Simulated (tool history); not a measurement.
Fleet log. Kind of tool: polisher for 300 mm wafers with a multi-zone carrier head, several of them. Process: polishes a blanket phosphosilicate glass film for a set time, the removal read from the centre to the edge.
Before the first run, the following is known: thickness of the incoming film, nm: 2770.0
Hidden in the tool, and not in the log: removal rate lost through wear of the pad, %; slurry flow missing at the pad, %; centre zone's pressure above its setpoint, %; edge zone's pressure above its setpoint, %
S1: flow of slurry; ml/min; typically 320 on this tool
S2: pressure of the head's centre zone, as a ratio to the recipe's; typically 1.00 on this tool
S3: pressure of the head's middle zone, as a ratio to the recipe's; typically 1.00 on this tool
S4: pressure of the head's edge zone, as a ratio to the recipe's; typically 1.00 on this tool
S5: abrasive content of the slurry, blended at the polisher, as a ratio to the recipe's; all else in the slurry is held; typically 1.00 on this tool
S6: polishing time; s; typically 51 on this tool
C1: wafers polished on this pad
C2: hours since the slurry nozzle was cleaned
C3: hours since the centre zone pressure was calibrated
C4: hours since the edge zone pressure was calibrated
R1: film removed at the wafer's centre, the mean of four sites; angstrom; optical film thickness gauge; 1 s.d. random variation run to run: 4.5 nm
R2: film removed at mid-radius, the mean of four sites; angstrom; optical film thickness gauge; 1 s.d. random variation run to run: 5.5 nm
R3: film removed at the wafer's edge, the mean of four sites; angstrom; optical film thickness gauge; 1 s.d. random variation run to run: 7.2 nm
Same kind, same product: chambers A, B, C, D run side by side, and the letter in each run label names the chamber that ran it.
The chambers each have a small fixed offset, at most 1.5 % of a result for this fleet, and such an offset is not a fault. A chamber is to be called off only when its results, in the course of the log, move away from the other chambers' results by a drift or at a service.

{"run": "1C", "day": 0.275, "S1": 320, "S2": 1.0, "S3": 1.0, "S4": 1.0, "S5": 1.0, "S6": 51, "C1": 720, "C2": 201.7, "C3": 7.0, "C4": 154.1, "R1": 5321.2, "R2": 5369.6, "R3": 5272.2}
{"day": 0.479, "done": "chamber A: worn pad replaced by a new one"}
{"day": 0.538, "done": "chamber D: worn pad replaced by a new one"}
{"run": "2D", "day": 0.583, "S1": 320, "S2": 1.0, "S3": 1.0, "S4": 1.0, "S5": 1.0, "S6": 51, "C1": 14, "C2": 503.5, "C3": 202.6, "C4": 143.4, "R1": 5307.3, "R2": 5352.6, "R3": 5378.9}
{"run": "3A", "day": 0.85, "S1": 320, "S2": 1.0, "S3": 1.0, "S4": 1.0, "S5": 1.0, "S6": 51, "C1": 105, "C2": 35.5, "C3": 88.8, "C4": 869.1, "R1": 5275.6, "R2": 5250.4, "R3": 5307.3}
{"run": "4B", "day": 1.075, "S1": 320, "S2": 1.0, "S3": 1.0, "S4": 1.0, "S5": 1.0, "S6": 51, "C1": 460, "C2": 33.0, "C3": 443.1, "C4": 521.9, "R1": 5359.4, "R2": 5347.2, "R3": 5145.5}
{"run": "5A", "day": 1.238, "S1": 320, "S2": 1.0, "S3": 1.0, "S4": 1.0, "S5": 1.0, "S6": 51, "C1": 214, "C2": 44.8, "C3": 98.1, "C4": 878.4, "R1": 5291.3, "R2": 5228.9, "R3": 5353.3}
{"run": "6C", "day": 1.4, "S1": 320, "S2": 1.0, "S3": 0.92, "S4": 1.0, "S5": 1.0, "S6": 63, "C1": 1036, "C2": 228.7, "C3": 34.0, "C4": 181.1, "R1": 6654.9, "R2": 6118.6, "R3": 6576.0}
{"run": "7D", "day": 1.667, "S1": 320, "S2": 1.0, "S3": 0.92, "S4": 1.0, "S5": 1.0, "S6": 63, "C1": 318, "C2": 529.5, "C3": 228.6, "C4": 169.4, "R1": 6644.6, "R2": 6076.1, "R3": 6539.8}
{"run": "8B", "day": 2.0, "S1": 320, "S2": 1.0, "S3": 0.92, "S4": 1.0, "S5": 1.0, "S6": 63, "C1": 720, "C2": 55.2, "C3": 465.3, "C4": 544.1, "R1": 6525.2, "R2": 6078.0, "R3": 6612.6}
{"day": 2.254, "done": "chamber C: worn pad replaced by a new one"}
{"run": "9A", "day": 2.329, "S1": 320, "S2": 1.0, "S3": 0.92, "S4": 1.0, "S5": 1.0, "S6": 63, "C1": 520, "C2": 71.0, "C3": 124.3, "C4": 904.6, "R1": 6601.0, "R2": 5971.3, "R3": 6404.0}
{"run": "10C", "day": 2.517, "S1": 320, "S2": 1.0, "S3": 1.0, "S4": 1.0, "S5": 1.0, "S6": 51, "C1": 74, "C2": 255.5, "C3": 60.8, "C4": 207.9, "R1": 5357.7, "R2": 5325.1, "R3": 5259.4}
{"run": "11B", "day": 2.708, "S1": 320, "S2": 1.0, "S3": 1.0, "S4": 1.0, "S5": 1.0, "S6": 51, "C1": 919, "C2": 72.2, "C3": 482.3, "C4": 561.1, "R1": 5350.0, "R2": 5279.5, "R3": 5291.4}
{"day": 2.858, "done": "chamber B: worn pad replaced by a new one"}
{"day": 2.883, "done": "chamber A: worn pad replaced by a new one"}
{"run": "12D", "day": 2.9, "S1": 320, "S2": 1.0, "S3": 1.0, "S4": 1.0, "S5": 1.0, "S6": 51, "C1": 664, "C2": 559.1, "C3": 258.2, "C4": 199.0, "R1": 5381.6, "R2": 5305.5, "R3": 5108.6}
{"run": "13B", "day": 3.104, "S1": 320, "S2": 1.0, "S3": 1.0, "S4": 1.0, "S5": 1.0, "S6": 51, "C1": 69, "C2": 81.7, "C3": 491.8, "C4": 570.6, "R1": 5434.2, "R2": 5315.2, "R3": 5225.1}
{"run": "14C", "day": 3.442, "S1": 320, "S2": 1.0, "S3": 1.0, "S4": 1.0, "S5": 1.0, "S6": 51, "C1": 334, "C2": 277.7, "C3": 83.0, "C4": 230.1, "R1": 5372.9, "R2": 5277.9, "R3": 5223.1}
{"run": "15A", "day": 3.679, "S1": 320, "S2": 1.0, "S3": 1.0, "S4": 1.0, "S5": 1.0, "S6": 51, "C1": 223, "C2": 103.4, "C3": 156.7, "C4": 937.0, "R1": 5363.3, "R2": 5327.6, "R3": 5365.2}
{"day": 3.925, "done": "chamber D: worn pad replaced by a new one"}
{"run": "16D", "day": 3.925, "S1": 320, "S2": 1.0, "S3": 1.0, "S4": 0.93, "S5": 1.0, "S6": 65, "C1": 1, "C2": 583.7, "C3": 282.8, "C4": 223.6, "R1": 6816.6, "R2": 6788.4, "R3": 6591.7}
{"run": "17A", "day": 4.133, "S1": 320, "S2": 1.0, "S3": 1.0, "S4": 0.93, "S5": 1.0, "S6": 65, "C1": 351, "C2": 114.3, "C3": 167.6, "C4": 947.9, "R1": 6854.7, "R2": 6721.0, "R3": 6595.8}
{"run": "18B", "day": 4.421, "S1": 320, "S2": 1.0, "S3": 1.0, "S4": 0.93, "S5": 1.0, "S6": 65, "C1": 438, "C2": 113.3, "C3": 523.4, "C4": 602.2, "R1": 6760.6, "R2": 6807.3, "R3": 6513.4}
{"run": "19D", "day": 4.646, "S1": 320, "S2": 1.0, "S3": 1.0, "S4": 0.93, "S5": 1.0, "S6": 65, "C1": 203, "C2": 601.0, "C3": 300.1, "C4": 240.9, "R1": 6813.6, "R2": 6777.6, "R3": 6604.5}
{"run": "20C", "day": 4.971, "S1": 320, "S2": 1.0, "S3": 1.0, "S4": 1.0, "S5": 1.0, "S6": 51, "C1": 763, "C2": 314.4, "C3": 119.7, "C4": 266.8, "R1": 5400.2, "R2": 5394.2, "R3": 5248.9}
{"run": "21B", "day": 5.242, "S1": 320, "S2": 1.0, "S3": 1.0, "S4": 1.0, "S5": 1.0, "S6": 51, "C1": 669, "C2": 133.0, "C3": 543.1, "C4": 621.9, "R1": 5344.0, "R2": 5309.4, "R3": 5292.9}
{"day": 5.325, "done": "chamber A: worn pad replaced by a new one"}
{"run": "22D", "day": 5.471, "S1": 320, "S2": 1.0, "S3": 1.0, "S4": 1.0, "S5": 1.0, "S6": 51, "C1": 435, "C2": 620.8, "C3": 319.9, "C4": 260.7, "R1": 5366.5, "R2": 5376.2, "R3": 5368.1}
{"day": 5.767, "done": "chamber C: slurry nozzle cleaned"}
{"run": "23C", "day": 5.8, "S1": 320, "S2": 1.0, "S3": 1.0, "S4": 1.0, "S5": 1.0, "S6": 51, "C1": 996, "C2": 0.9, "C3": 139.6, "C4": 286.7, "R1": 5455.6, "R2": 5239.1, "R3": 5212.8}
{"day": 5.996, "done": "chamber D: slurry nozzle cleaned"}
{"run": "24A", "day": 6.05, "S1": 320, "S2": 1.0, "S3": 1.0, "S4": 1.0, "S5": 1.0, "S6": 51, "C1": 204, "C2": 160.3, "C3": 213.6, "C4": 993.9, "R1": 5264.1, "R2": 5352.4, "R3": 5293.4}
{"run": "25D", "day": 6.242, "S1": 320, "S2": 1.0, "S3": 1.0, "S4": 1.0, "S5": 1.0, "S6": 51, "C1": 651, "C2": 6.0, "C3": 338.4, "C4": 279.2, "R1": 5367.4, "R2": 5369.5, "R3": 5197.4}
{"day": 6.35, "done": "chamber D: centre zone pressure recalibrated"}
{"day": 6.383, "done": "chamber B: worn pad replaced by a new one"}
{"run": "26C", "day": 6.567, "S1": 320, "S2": 1.0, "S3": 1.05, "S4": 1.0, "S5": 0.75, "S6": 51, "C1": 1211, "C2": 19.3, "C3": 158.0, "C4": 305.1, "R1": 4636.8, "R2": 4849.6, "R3": 4556.1}
{"run": "27A", "day": 6.75, "S1": 320, "S2": 1.0, "S3": 1.05, "S4": 1.0, "S5": 0.75, "S6": 51, "C1": 400, "C2": 177.1, "C3": 230.4, "C4": 1010.7, "R1": 4573.0, "R2": 4824.9, "R3": 4698.6}
{"run": "28B", "day": 6.929, "S1": 320, "S2": 1.0, "S3": 1.05, "S4": 1.0, "S5": 0.75, "S6": 51, "C1": 154, "C2": 173.5, "C3": 583.6, "C4": 662.4, "R1": 4632.0, "R2": 4909.5, "R3": 4666.7}
{"day": 7.017, "done": "chamber C: worn pad replaced by a new one"}
{"run": "29C", "day": 7.196, "S1": 320, "S2": 1.0, "S3": 1.05, "S4": 1.0, "S5": 0.75, "S6": 51, "C1": 50, "C2": 34.4, "C3": 173.1, "C4": 320.2, "R1": 4677.1, "R2": 4797.7, "R3": 4635.1}
{"day": 7.312, "done": "chamber D: worn pad replaced by a new one"}
{"run": "30D", "day": 7.375, "S1": 320, "S2": 1.0, "S3": 1.0, "S4": 1.0, "S5": 1.0, "S6": 51, "C1": 17, "C2": 33.2, "C3": 24.7, "C4": 306.4, "R1": 5766.2, "R2": 5359.7, "R3": 5250.0}
{"run": "31B", "day": 7.667, "S1": 320, "S2": 1.0, "S3": 1.0, "S4": 0.9, "S5": 1.0, "S6": 51, "C1": 361, "C2": 191.2, "C3": 601.3, "C4": 680.1, "R1": 5292.7, "R2": 5386.1, "R3": 4928.2}
{"day": 7.721, "done": "chamber A: worn pad replaced by a new one"}
{"run": "32A", "day": 7.85, "S1": 320, "S2": 1.0, "S3": 1.0, "S4": 0.9, "S5": 1.0, "S6": 51, "C1": 36, "C2": 203.5, "C3": 256.8, "C4": 1037.1, "R1": 5304.9, "R2": 5190.2, "R3": 5004.8}
{"run": "33B", "day": 8.158, "S1": 320, "S2": 1.0, "S3": 1.0, "S4": 0.9, "S5": 1.0, "S6": 51, "C1": 499, "C2": 203.0, "C3": 613.1, "C4": 691.9, "R1": 5297.6, "R2": 5337.1, "R3": 5059.7}
{"run": "34D", "day": 8.392, "S1": 320, "S2": 1.0, "S3": 1.0, "S4": 0.9, "S5": 1.0, "S6": 51, "C1": 303, "C2": 57.6, "C3": 49.1, "C4": 330.8, "R1": 5715.3, "R2": 5281.4, "R3": 5060.3}
{"run": "35C", "day": 8.646, "S1": 320, "S2": 1.0, "S3": 1.0, "S4": 0.9, "S5": 1.0, "S6": 34, "C1": 457, "C2": 69.2, "C3": 207.9, "C4": 355.0, "R1": 3575.2, "R2": 3543.6, "R3": 3378.5}
{"run": "36A", "day": 8.821, "S1": 320, "S2": 1.0, "S3": 1.0, "S4": 0.9, "S5": 1.0, "S6": 34, "C1": 309, "C2": 226.8, "C3": 280.1, "C4": 1060.4, "R1": 3567.2, "R2": 3581.9, "R3": 3363.8}
{"run": "37B", "day": 9.112, "S1": 320, "S2": 1.0, "S3": 1.0, "S4": 0.9, "S5": 1.0, "S6": 34, "C1": 767, "C2": 225.9, "C3": 636.0, "C4": 714.8, "R1": 3593.0, "R2": 3627.8, "R3": 3340.0}
{"day": 9.2, "done": "chamber B: centre zone pressure recalibrated"}
{"day": 9.312, "done": "chamber D: edge zone pressure recalibrated"}
{"run": "38D", "day": 9.358, "S1": 320, "S2": 1.0, "S3": 1.0, "S4": 0.9, "S5": 1.0, "S6": 34, "C1": 574, "C2": 80.8, "C3": 72.3, "C4": 1.2, "R1": 3762.2, "R2": 3527.8, "R3": 3364.0}
{"run": "39A", "day": 9.542, "S1": 320, "S2": 1.0, "S3": 1.0, "S4": 1.0, "S5": 1.0, "S6": 65, "C1": 511, "C2": 244.1, "C3": 297.4, "C4": 1077.7, "R1": 6737.8, "R2": 6786.9, "R3": 6751.9}
{"run": "40C", "day": 9.725, "S1": 320, "S2": 1.0, "S3": 1.0, "S4": 1.0, "S5": 1.0, "S6": 65, "C1": 760, "C2": 95.1, "C3": 233.8, "C4": 380.9, "R1": 6720.4, "R2": 6764.0, "R3": 6745.9}
{"run": "41B", "day": 9.938, "S1": 320, "S2": 1.0, "S3": 1.0, "S4": 1.0, "S5": 1.0, "S6": 65, "C1": 998, "C2": 245.7, "C3": 17.8, "C4": 734.6, "R1": 6749.4, "R2": 6926.6, "R3": 6800.0}
{"run": "42C", "day": 10.271, "S1": 320, "S2": 1.0, "S3": 1.0, "S4": 1.0, "S5": 1.0, "S6": 65, "C1": 914, "C2": 108.2, "C3": 246.9, "C4": 394.0, "R1": 6868.3, "R2": 6812.7, "R3": 6649.7}
{"day": 10.5, "done": "chamber A: worn pad replaced by a new one"}
{"run": "43D", "day": 10.504, "S1": 320, "S2": 1.0, "S3": 1.0, "S4": 1.0, "S5": 1.0, "S6": 51, "C1": 896, "C2": 108.3, "C3": 99.8, "C4": 28.7, "R1": 5796.6, "R2": 5321.9, "R3": 5268.2}
{"run": "44A", "day": 10.742, "S1": 320, "S2": 1.06, "S3": 1.0, "S4": 1.0, "S5": 1.0, "S6": 51, "C1": 68, "C2": 272.9, "C3": 326.2, "C4": 1106.5, "R1": 5683.6, "R2": 5212.7, "R3": 5409.8}

Is one chamber off against the others, does the gauge drift, or is nothing wrong? If a chamber is off, say which, and what the likeliest cause is.

A service on chamber D put it out of line with the rest.
What lies behind it: centre zone's pressure above its setpoint, % = 6.75.

Chamber D could run next with any of the 4 candidate recipes listed below; each alters the usual settings, and their results appear as question marks. Which one brings its results back in line with what the other chambers deliver on the usual settings?
To be in line, a result may differ from the other chambers' mean on the usual settings by at most: R1 160.0 angstrom; R2 190.0 angstrom; R3 250.0 angstrom
{"run": "45D-1", "day": 10.983, "S1": 325, "S2": 1.06, "S3": 0.99, "S4": 0.98, "S5": 1.0, "S6": 52, "R1": "?", "R2": "?", "R3": "?"}
{"run": "45D-2", "day": 10.983, "S1": 320, "S2": 1.02, "S3": 1.0, "S4": 0.99, "S5": 1.0, "S6": 51, "R1": "?", "R2": "?", "R3": "?"}
{"run": "45D-3", "day": 10.983, "S1": 320, "S2": 0.98, "S3": 1.0, "S4": 1.01, "S5": 1.0, "S6": 51, "R1": "?", "R2": "?", "R3": "?"}
{"run": "45D-4", "day": 10.983, "S1": 315, "S2": 0.94, "S3": 1.01, "S4": 1.02, "S5": 1.0, "S6": 51, "R1": "?", "R2": "?", "R3": "?"}

Other chambers, usual settings, mean: R1 5330.9 angstrom; R2 5309.2 angstrom; R3 5305.0 angstrom
run=45D-1 R1=6219.9 R2=5402.7 R3=5384.3
run=45D-2 R1=5840.9 R2=5341.7 R3=5302.0
run=45D-3 R1=5590.3 R2=5342.9 R3=5357.1
run=45D-4 R1=5331.7 R2=5385.6 R3=5378.0
45D-4 is the one that brings the chamber's results back in line with the other chambers.

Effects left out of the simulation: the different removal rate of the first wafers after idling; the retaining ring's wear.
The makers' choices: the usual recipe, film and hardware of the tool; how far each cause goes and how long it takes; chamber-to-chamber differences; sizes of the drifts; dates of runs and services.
